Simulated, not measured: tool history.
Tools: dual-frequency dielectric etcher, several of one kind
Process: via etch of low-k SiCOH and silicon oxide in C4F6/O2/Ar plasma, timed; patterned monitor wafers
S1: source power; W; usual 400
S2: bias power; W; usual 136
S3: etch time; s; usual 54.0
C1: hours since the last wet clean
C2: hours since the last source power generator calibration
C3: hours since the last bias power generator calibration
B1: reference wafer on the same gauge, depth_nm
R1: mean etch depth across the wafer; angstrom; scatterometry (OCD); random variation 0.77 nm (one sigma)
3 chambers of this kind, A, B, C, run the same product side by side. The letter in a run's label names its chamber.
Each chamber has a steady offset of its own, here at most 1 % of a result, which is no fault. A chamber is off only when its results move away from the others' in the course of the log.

run 1A hour=10.0 | S1=400 S2=136 S3=54.0 | C1=295.3 C2=3043.4 C3=1446.8 | B1=119.94 | R1=1378.3
run 2B hour=15.1 | S1=400 S2=136 S3=54.0 | C1=477.2 C2=1735.8 C3=368.2 | B1=120.08 | R1=1390.0
run 3C hour=25.4 | S1=400 S2=136 S3=54.0 | C1=184.3 C2=2116.6 C3=2493.5 | B1=120.01 | R1=1390.2
run 4C hour=32.0 | S1=400 S2=136 S3=54.0 | C1=190.9 C2=2123.2 C3=2500.1 | B1=120.13 | R1=1385.3
run 5B hour=38.4 | S1=310 S2=136 S3=54.0 | C1=500.5 C2=1759.1 C3=391.5 | B1=119.96 | R1=1258.4
run 6A hour=46.6 | S1=310 S2=136 S3=54.0 | C1=331.9 C2=3080.0 C3=1483.4 | B1=120.02 | R1=1262.1
run 7B hour=51.7 | S1=310 S2=136 S3=54.0 | C1=513.8 C2=1772.4 C3=404.8 | B1=120.03 | R1=1249.7
run 8C hour=58.3 | S1=400 S2=136 S3=54.0 | C1=217.2 C2=2149.5 C3=2526.4 | B1=119.88 | R1=1389.6
-- hour=59.4 chamber A: wet clean of the chamber
run 9A hour=66.1 | S1=400 S2=136 S3=54.0 | C1=6.7 C2=3099.5 C3=1502.9 | B1=120.19 | R1=1396.7
run 10B hour=74.5 | S1=400 S2=136 S3=54.0 | C1=536.6 C2=1795.2 C3=427.6 | B1=120.12 | R1=1395.6
run 11A hour=80.7 | S1=400 S2=136 S3=54.0 | C1=21.3 C2=3114.1 C3=1517.5 | B1=119.97 | R1=1377.8
run 12C hour=91.0 | S1=350 S2=136 S3=54.0 | C1=249.9 C2=2182.2 C3=2559.1 | B1=120.20 | R1=1311.7
-- hour=97.6 chamber C: bias power generator calibrated
run 13B hour=99.3 | S1=350 S2=136 S3=54.0 | C1=561.4 C2=1820.0 C3=452.4 | B1=119.98 | R1=1307.5
run 14A hour=105.0 | S1=350 S2=136 S3=54.0 | C1=45.6 C2=3138.4 C3=1541.8 | B1=120.09 | R1=1313.5
run 15C hour=110.7 | S1=400 S2=136 S3=54.0 | C1=269.6 C2=2201.9 C3=13.2 | B1=119.87 | R1=1386.9
-- hour=115.1 chamber B: wet clean of the chamber
run 16A hour=118.4 | S1=400 S2=136 S3=54.0 | C1=59.0 C2=3151.8 C3=1555.2 | B1=120.04 | R1=1386.9
run 17B hour=129.3 | S1=350 S2=136 S3=54.0 | C1=14.2 C2=1850.0 C3=482.4 | B1=120.04 | R1=1380.2
run 18C hour=136.1 | S1=350 S2=136 S3=54.0 | C1=295.0 C2=2227.3 C3=38.6 | B1=119.96 | R1=1288.4
run 19A hour=143.0 | S1=350 S2=136 S3=54.0 | C1=83.6 C2=3176.4 C3=1579.8 | B1=120.11 | R1=1321.8
run 20C hour=149.4 | S1=460 S2=136 S3=69.5 | C1=308.3 C2=2240.6 C3=51.9 | B1=119.95 | R1=1877.7
run 21B hour=158.6 | S1=460 S2=136 S3=69.5 | C1=43.5 C2=1879.3 C3=511.7 | B1=120.00 | R1=1969.6
run 22A hour=165.5 | S1=460 S2=136 S3=69.5 | C1=106.1 C2=3198.9 C3=1602.3 | B1=119.85 | R1=1897.3
run 23B hour=171.5 | S1=400 S2=136 S3=54.0 | C1=56.4 C2=1892.2 C3=524.6 | B1=120.10 | R1=1467.1
run 24C hour=178.5 | S1=400 S2=136 S3=54.0 | C1=337.4 C2=2269.7 C3=81.0 | B1=119.92 | R1=1390.0
run 25C hour=187.6 | S1=400 S2=136 S3=54.0 | C1=346.5 C2=2278.8 C3=90.1 | B1=120.02 | R1=1376.1
run 26A hour=197.1 | S1=400 S2=136 S3=54.0 | C1=137.7 C2=3230.5 C3=1633.9 | B1=119.93 | R1=1394.6
run 27B hour=206.2 | S1=400 S2=136 S3=54.0 | C1=91.1 C2=1926.9 C3=559.3 | B1=119.94 | R1=1448.8
run 28A hour=215.4 | S1=400 S2=136 S3=54.0 | C1=156.0 C2=3248.8 C3=1652.2 | B1=119.90 | R1=1379.8
run 29C hour=224.6 | S1=400 S2=136 S3=54.0 | C1=383.5 C2=2315.8 C3=127.1 | B1=120.04 | R1=1376.5
run 30B hour=231.4 | S1=400 S2=136 S3=54.0 | C1=116.3 C2=1952.1 C3=584.5 | B1=120.01 | R1=1459.4
run 31B hour=241.8 | S1=400 S2=136 S3=54.0 | C1=126.7 C2=1962.5 C3=594.9 | B1=120.00 | R1=1455.9

Next, every chamber runs the same settings. What will each give?
run 32A hour=249.8 | S1=480 S2=136 S3=54.0 | R1=?
run 32B hour=249.8 | S1=480 S2=136 S3=54.0 | R1=?
run 32C hour=249.8 | S1=480 S2=136 S3=54.0 | R1=?

run=32A R1=1481.4
run=32B R1=1561.1
run=32C R1=1480.0
